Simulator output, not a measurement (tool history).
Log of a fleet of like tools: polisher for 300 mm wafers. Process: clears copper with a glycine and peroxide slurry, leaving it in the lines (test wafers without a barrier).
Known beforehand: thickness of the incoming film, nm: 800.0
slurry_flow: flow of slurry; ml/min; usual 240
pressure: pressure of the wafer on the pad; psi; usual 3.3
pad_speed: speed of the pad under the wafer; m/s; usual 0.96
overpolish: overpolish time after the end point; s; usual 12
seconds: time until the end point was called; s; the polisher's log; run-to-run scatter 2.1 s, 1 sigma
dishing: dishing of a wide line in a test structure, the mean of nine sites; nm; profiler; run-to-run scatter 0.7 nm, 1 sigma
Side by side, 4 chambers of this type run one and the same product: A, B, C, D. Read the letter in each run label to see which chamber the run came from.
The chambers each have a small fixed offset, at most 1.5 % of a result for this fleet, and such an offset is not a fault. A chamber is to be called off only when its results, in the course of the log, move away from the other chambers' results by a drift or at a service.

run    day  slurry_flow  pressure  pad_speed  overpolish  wafers polished on this pad  hours since the slurry nozzle was cleaned  hours since the head pressure was calibrated  seconds  dishing
 1C  0.175          240       3.3       0.96          12                         1191                                      174.5                                         815.6   164.62   41.392
 2D  0.325          240       3.3       0.96          12                          181                                      117.9                                         562.3   165.46   42.113
 3B  0.538          240       3.3       0.96          12                          591                                      350.8                                         771.2   162.11   42.978
 4A  0.696          240       3.3       0.96          12                          509                                      490.1                                         668.3   158.15    42.33
     0.796  -- chamber B: worn pad replaced by a new one
 5B  0.883          240       3.3       0.96          12                           20                                      359.1                                         779.5   160.91   42.311
 6C  1.029          240       3.3       0.96          12                         1384                                        195                                         836.1   160.12   42.786
 7A  1.133          285       3.7       0.96          12                          608                                      500.6                                         678.8   146.52   46.445
     1.262  -- chamber D: head pressure recalibrated
 8D  1.288          285       3.7       0.96          12                          399                                        141                                           0.6   145.87   46.683
 9C  1.417          285       3.7       0.96          12                         1472                                      204.3                                         845.4   146.36    46.19
     1.538  -- chamber C: worn pad replaced by a new one
10D  1.538          285       3.7       0.96          12                          455                                        147                                           6.6   142.42   47.471
11B  1.667          240       3.3       0.96          12                          197                                      377.9                                         798.3   163.12   41.535
12A  1.875          240       3.3       0.96          12                          776                                      518.4                                         696.6   161.82   42.554
13C  2.046          240       3.3       0.96          12                          114                                      219.4                                         860.5   162.49   41.382
14A  2.262          240       3.3       0.96          12                          864                                      527.7                                         705.9   160.34   43.014
15D  2.396          240       3.3       0.96          12                          649                                      167.6                                          27.2   163.64   41.559
     2.538  -- chamber A: slurry nozzle cleaned
16B    2.6          240       3.3       0.96          12                          408                                      400.3                                         820.7   163.88   41.631
17A   2.75          240       3.3       0.96          12                          974                                        5.2                                         717.6   161.18   42.764
18D  2.942          240       3.3       0.96          12                          773                                      180.7                                          40.3   168.91   40.313
19B  3.071          240       3.3       0.96          12                          515                                      411.6                                           832   159.94   41.049
20C  3.271          240       3.3       0.96          12                          392                                      248.8                                         889.9   159.85    41.98
21D  3.425          240       3.3       0.96          12                          882                                      192.3                                          51.9   172.22   40.772
22C  3.629          240       3.3       0.96          12                          473                                      257.4                                         898.5   165.52   42.073
      3.65  -- chamber B: worn pad replaced by a new one
23B  3.729          240       3.3       0.96          12                           18                                      427.4                                         847.8   163.75   41.696
24A  3.875          240       2.2       0.96          16                         1228                                       32.2                                         744.6   230.14   39.105
25C  4.058          240       2.2       0.96          16                          570                                      267.7                                         908.8   221.88   39.367
     4.192  -- chamber A: worn pad replaced by a new one
26A  4.242          240       2.2       0.96          16                           11                                         41                                         753.4   224.16   40.386
27D  4.375          240       2.2       0.96          16                         1097                                      215.1                                          74.7   246.21   37.456
     4.388  -- chamber C: slurry nozzle cleaned
28B  4.483          240       3.3       0.96          12                          188                                      445.5                                         865.9   161.87   41.912
29A  4.592          240       3.3       0.96          12                           90                                       49.4                                         761.8   167.25   42.355
30C  4.767          240       3.3       0.96          12                          730                                        9.2                                         925.8   161.47   42.084

For the next run the whole fleet of 4 chambers uses the same settings. Give each chamber's results:
31A  4.929          240       3.3       0.96          12                                                                                                                              ?        ?
31B  4.929          240       3.3       0.96          12                                                                                                                              ?        ?
31C  4.929          240       3.3       0.96          12                                                                                                                              ?        ?
31D  4.929          240       3.3       0.96          12                                                                                                                              ?        ?

run  seconds  dishing
31A   162.38   41.931
31B   168.09    41.75
31C   162.98   43.207
31D   186.13    38.08
